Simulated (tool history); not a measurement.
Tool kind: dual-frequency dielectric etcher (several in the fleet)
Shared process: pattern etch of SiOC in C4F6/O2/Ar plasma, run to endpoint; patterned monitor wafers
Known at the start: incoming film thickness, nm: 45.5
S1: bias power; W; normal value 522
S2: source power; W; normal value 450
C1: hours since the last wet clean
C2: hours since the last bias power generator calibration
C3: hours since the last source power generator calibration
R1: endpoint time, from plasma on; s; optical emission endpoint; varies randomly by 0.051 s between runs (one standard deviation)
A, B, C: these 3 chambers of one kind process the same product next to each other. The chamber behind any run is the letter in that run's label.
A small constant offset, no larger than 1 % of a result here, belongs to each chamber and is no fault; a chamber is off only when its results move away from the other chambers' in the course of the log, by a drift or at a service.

run   hour   S1   S2     C1      C2      C3      R1
 1B    7.6  522  450  255.1  1635.2  2047.2  14.517
 2C   14.4  522  450  141.4   440.7  2463.3  14.449
 3A   23.3  522  450  200.9   381.8   904.5  14.497
 4C   29.4  522  450  156.4   455.7  2478.3  14.525
 5A   34.7  522  450  212.3   393.2   915.9  14.413
 6B   42.1  563  450  289.6  1669.7  2081.7  14.153
 7C   51.9  563  450  178.9   478.2  2500.8  14.090
 8B   58.5  563  450  306.0  1686.1  2098.1  14.118
 9A   66.1  522  450  243.7   424.6   947.3  14.448
10A   74.0  522  450  251.6   432.5   955.2  14.408
11B   81.3  522  450  328.8  1708.9  2120.9  14.365
12C   89.8  522  450  216.8   516.1  2538.7  14.538
13A   95.7  522  450  273.3   454.2   976.9  14.412
14B  103.0  522  450  350.5  1730.6  2142.6  14.375
15C  110.2  522  450  237.2   536.5  2559.1  14.535
16B  119.7  522  450  367.2  1747.3  2159.3  14.349
17A  127.9  522  450  305.5   486.4  1009.1  14.528
18C  137.7  522  450  264.7   564.0  2586.6  14.548
19A  147.2  522  450  324.8   505.7  1028.4  14.412
20B  152.0  522  450  399.5  1779.6  2191.6  14.292
21C  158.5  522  450  285.5   584.8  2607.4  14.507
22A  164.9  522  450  342.5   523.4  1046.1  14.471
23C  174.2  409  510  301.2   600.5  2623.1  15.173
24B  182.4  409  510  429.9  1810.0  2222.0  14.854
25C  189.2  409  510  316.2   615.5  2638.1  15.202
26B  193.6  522  450  441.1  1821.2  2233.2  14.231
27A  202.8  522  450  380.4   561.3  1084.0  14.454
28C  209.5  522  450  336.5   635.8  2658.4  14.551
29A  215.2  522  450  392.8   573.7  1096.4  14.441
30B  220.1  522  450  467.6  1847.7  2259.7  14.033
31A  224.6  522  450  402.2   583.1  1105.8  14.431
32B  229.2  522  450  476.7  1856.8  2268.8  14.103
33C  235.4  522  450  362.4   661.7  2684.3  14.444
34C  240.2  522  450  367.2   666.5  2689.1  14.495
35B  247.7  522  450  495.2  1875.3  2287.3  14.084

All chambers now run identical settings, listed one chamber a line with results as question marks. What results will each chamber show?
36A  254.8  477  450               ?
36B  254.8  477  450               ?
36C  254.8  477  450               ?

run      R1
36A  14.945
36B  14.418
36C  15.073
